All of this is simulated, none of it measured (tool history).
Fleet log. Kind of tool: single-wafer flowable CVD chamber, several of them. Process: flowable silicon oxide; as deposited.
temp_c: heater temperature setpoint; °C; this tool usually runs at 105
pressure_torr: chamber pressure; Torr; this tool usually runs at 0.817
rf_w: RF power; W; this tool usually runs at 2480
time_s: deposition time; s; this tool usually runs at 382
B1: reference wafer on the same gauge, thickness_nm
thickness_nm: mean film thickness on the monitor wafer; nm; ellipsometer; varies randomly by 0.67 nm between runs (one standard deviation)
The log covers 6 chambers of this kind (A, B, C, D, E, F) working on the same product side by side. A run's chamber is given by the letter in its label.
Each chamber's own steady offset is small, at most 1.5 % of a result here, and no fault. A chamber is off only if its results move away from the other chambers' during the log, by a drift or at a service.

{"run": "1F", "hour": 2.2, "temp_c": 105, "pressure_torr": 0.817, "rf_w": 2480, "time_s": 382, "B1": 222.11, "thickness_nm": 210.33}
{"run": "2C", "hour": 5.2, "temp_c": 105, "pressure_torr": 0.817, "rf_w": 2480, "time_s": 382, "B1": 221.79, "thickness_nm": 211.81}
{"run": "3A", "hour": 7.4, "temp_c": 105, "pressure_torr": 0.817, "rf_w": 2480, "time_s": 382, "B1": 221.93, "thickness_nm": 210.38}
{"run": "4E", "hour": 9.3, "temp_c": 105, "pressure_torr": 0.817, "rf_w": 2480, "time_s": 382, "B1": 222.09, "thickness_nm": 207.5}
{"run": "5B", "hour": 11.5, "temp_c": 105, "pressure_torr": 0.817, "rf_w": 2480, "time_s": 382, "B1": 222.01, "thickness_nm": 209.83}
{"run": "6D", "hour": 15.1, "temp_c": 105, "pressure_torr": 0.817, "rf_w": 2480, "time_s": 382, "B1": 221.79, "thickness_nm": 210.28}
{"run": "7C", "hour": 19.3, "temp_c": 105, "pressure_torr": 0.817, "rf_w": 2480, "time_s": 382, "B1": 221.86, "thickness_nm": 212.28}
{"run": "8B", "hour": 22.0, "temp_c": 105, "pressure_torr": 0.817, "rf_w": 2480, "time_s": 382, "B1": 222.07, "thickness_nm": 208.81}
{"run": "9E", "hour": 26.2, "temp_c": 105, "pressure_torr": 0.817, "rf_w": 2480, "time_s": 382, "B1": 221.93, "thickness_nm": 209.68}
{"run": "10A", "hour": 28.6, "temp_c": 105, "pressure_torr": 0.817, "rf_w": 2480, "time_s": 382, "B1": 222.13, "thickness_nm": 210.2}
{"run": "11D", "hour": 30.6, "temp_c": 105, "pressure_torr": 0.817, "rf_w": 2480, "time_s": 382, "B1": 221.89, "thickness_nm": 210.79}
{"run": "12F", "hour": 33.6, "temp_c": 105, "pressure_torr": 0.817, "rf_w": 2480, "time_s": 382, "B1": 221.91, "thickness_nm": 209.8}
{"run": "13A", "hour": 36.8, "temp_c": 105, "pressure_torr": 0.817, "rf_w": 2480, "time_s": 382, "B1": 222.06, "thickness_nm": 209.65}
{"run": "14F", "hour": 39.3, "temp_c": 105, "pressure_torr": 0.817, "rf_w": 2480, "time_s": 382, "B1": 222.05, "thickness_nm": 209.72}
{"run": "15E", "hour": 41.6, "temp_c": 105, "pressure_torr": 0.817, "rf_w": 2480, "time_s": 382, "B1": 221.96, "thickness_nm": 208.32}
{"run": "16D", "hour": 45.2, "temp_c": 105, "pressure_torr": 0.817, "rf_w": 2480, "time_s": 382, "B1": 221.78, "thickness_nm": 208.07}
{"run": "17B", "hour": 47.3, "temp_c": 105, "pressure_torr": 0.817, "rf_w": 2480, "time_s": 382, "B1": 221.89, "thickness_nm": 208.41}
{"run": "18C", "hour": 50.9, "temp_c": 105, "pressure_torr": 0.817, "rf_w": 2005, "time_s": 382, "B1": 222.06, "thickness_nm": 203.29}
{"run": "19D", "hour": 54.6, "temp_c": 105, "pressure_torr": 0.817, "rf_w": 2005, "time_s": 382, "B1": 221.9, "thickness_nm": 201.63}
{"run": "20B", "hour": 58.8, "temp_c": 105, "pressure_torr": 0.817, "rf_w": 2005, "time_s": 382, "B1": 221.97, "thickness_nm": 202.19}
{"run": "21A", "hour": 61.2, "temp_c": 105, "pressure_torr": 0.817, "rf_w": 2005, "time_s": 382, "B1": 222.07, "thickness_nm": 202.31}
{"run": "22C", "hour": 65.0, "temp_c": 105, "pressure_torr": 0.817, "rf_w": 2005, "time_s": 382, "B1": 222.01, "thickness_nm": 205.22}
{"run": "23F", "hour": 69.1, "temp_c": 105, "pressure_torr": 0.817, "rf_w": 2005, "time_s": 382, "B1": 222.1, "thickness_nm": 202.24}
{"run": "24E", "hour": 72.9, "temp_c": 105, "pressure_torr": 0.817, "rf_w": 2480, "time_s": 382, "B1": 221.96, "thickness_nm": 208.8}
{"run": "25E", "hour": 75.4, "temp_c": 105, "pressure_torr": 0.817, "rf_w": 2480, "time_s": 382, "B1": 222.12, "thickness_nm": 208.86}
{"run": "26A", "hour": 79.6, "temp_c": 105, "pressure_torr": 0.817, "rf_w": 2480, "time_s": 382, "B1": 221.99, "thickness_nm": 210.16}
{"run": "27F", "hour": 83.7, "temp_c": 105, "pressure_torr": 0.817, "rf_w": 2480, "time_s": 382, "B1": 222.1, "thickness_nm": 209.4}
{"run": "28B", "hour": 86.6, "temp_c": 105, "pressure_torr": 0.817, "rf_w": 2480, "time_s": 382, "B1": 222.07, "thickness_nm": 208.64}
{"run": "29C", "hour": 90.8, "temp_c": 112, "pressure_torr": 0.817, "rf_w": 2480, "time_s": 382, "B1": 222.17, "thickness_nm": 172.19}
{"run": "30D", "hour": 95.0, "temp_c": 112, "pressure_torr": 0.817, "rf_w": 2480, "time_s": 382, "B1": 222.1, "thickness_nm": 167.71}
{"run": "31D", "hour": 99.1, "temp_c": 112, "pressure_torr": 0.817, "rf_w": 2480, "time_s": 382, "B1": 221.99, "thickness_nm": 166.43}
{"run": "32A", "hour": 102.0, "temp_c": 112, "pressure_torr": 0.817, "rf_w": 2480, "time_s": 382, "B1": 222.17, "thickness_nm": 166.64}
{"run": "33C", "hour": 105.1, "temp_c": 112, "pressure_torr": 0.817, "rf_w": 2480, "time_s": 382, "B1": 222.03, "thickness_nm": 173.1}
{"run": "34F", "hour": 107.5, "temp_c": 112, "pressure_torr": 0.817, "rf_w": 2480, "time_s": 382, "B1": 222.03, "thickness_nm": 167.45}
{"run": "35E", "hour": 109.5, "temp_c": 105, "pressure_torr": 0.817, "rf_w": 2480, "time_s": 382, "B1": 222.04, "thickness_nm": 208.8}
{"run": "36B", "hour": 113.1, "temp_c": 105, "pressure_torr": 0.817, "rf_w": 2480, "time_s": 382, "B1": 221.97, "thickness_nm": 208.94}
{"run": "37E", "hour": 115.9, "temp_c": 105, "pressure_torr": 0.817, "rf_w": 2140, "time_s": 382, "B1": 221.99, "thickness_nm": 203.77}
{"run": "38F", "hour": 118.4, "temp_c": 105, "pressure_torr": 0.817, "rf_w": 2140, "time_s": 382, "B1": 221.95, "thickness_nm": 203.99}

Next, all 6 chambers run the settings below, one line each with question marks for the results. What does each chamber give?
{"run": "39A", "hour": 121.4, "temp_c": 105, "pressure_torr": 0.817, "rf_w": 2480, "time_s": 416, "thickness_nm": "?"}
{"run": "39B", "hour": 121.4, "temp_c": 105, "pressure_torr": 0.817, "rf_w": 2480, "time_s": 416, "thickness_nm": "?"}
{"run": "39C", "hour": 121.4, "temp_c": 105, "pressure_torr": 0.817, "rf_w": 2480, "time_s": 416, "thickness_nm": "?"}
{"run": "39D", "hour": 121.4, "temp_c": 105, "pressure_torr": 0.817, "rf_w": 2480, "time_s": 416, "thickness_nm": "?"}
{"run": "39E", "hour": 121.4, "temp_c": 105, "pressure_torr": 0.817, "rf_w": 2480, "time_s": 416, "thickness_nm": "?"}
{"run": "39F", "hour": 121.4, "temp_c": 105, "pressure_torr": 0.817, "rf_w": 2480, "time_s": 416, "thickness_nm": "?"}

run=39A thickness_nm=227.65
run=39B thickness_nm=226.87
run=39C thickness_nm=238.54
run=39D thickness_nm=227.16
run=39E thickness_nm=228.03
run=39F thickness_nm=228.69
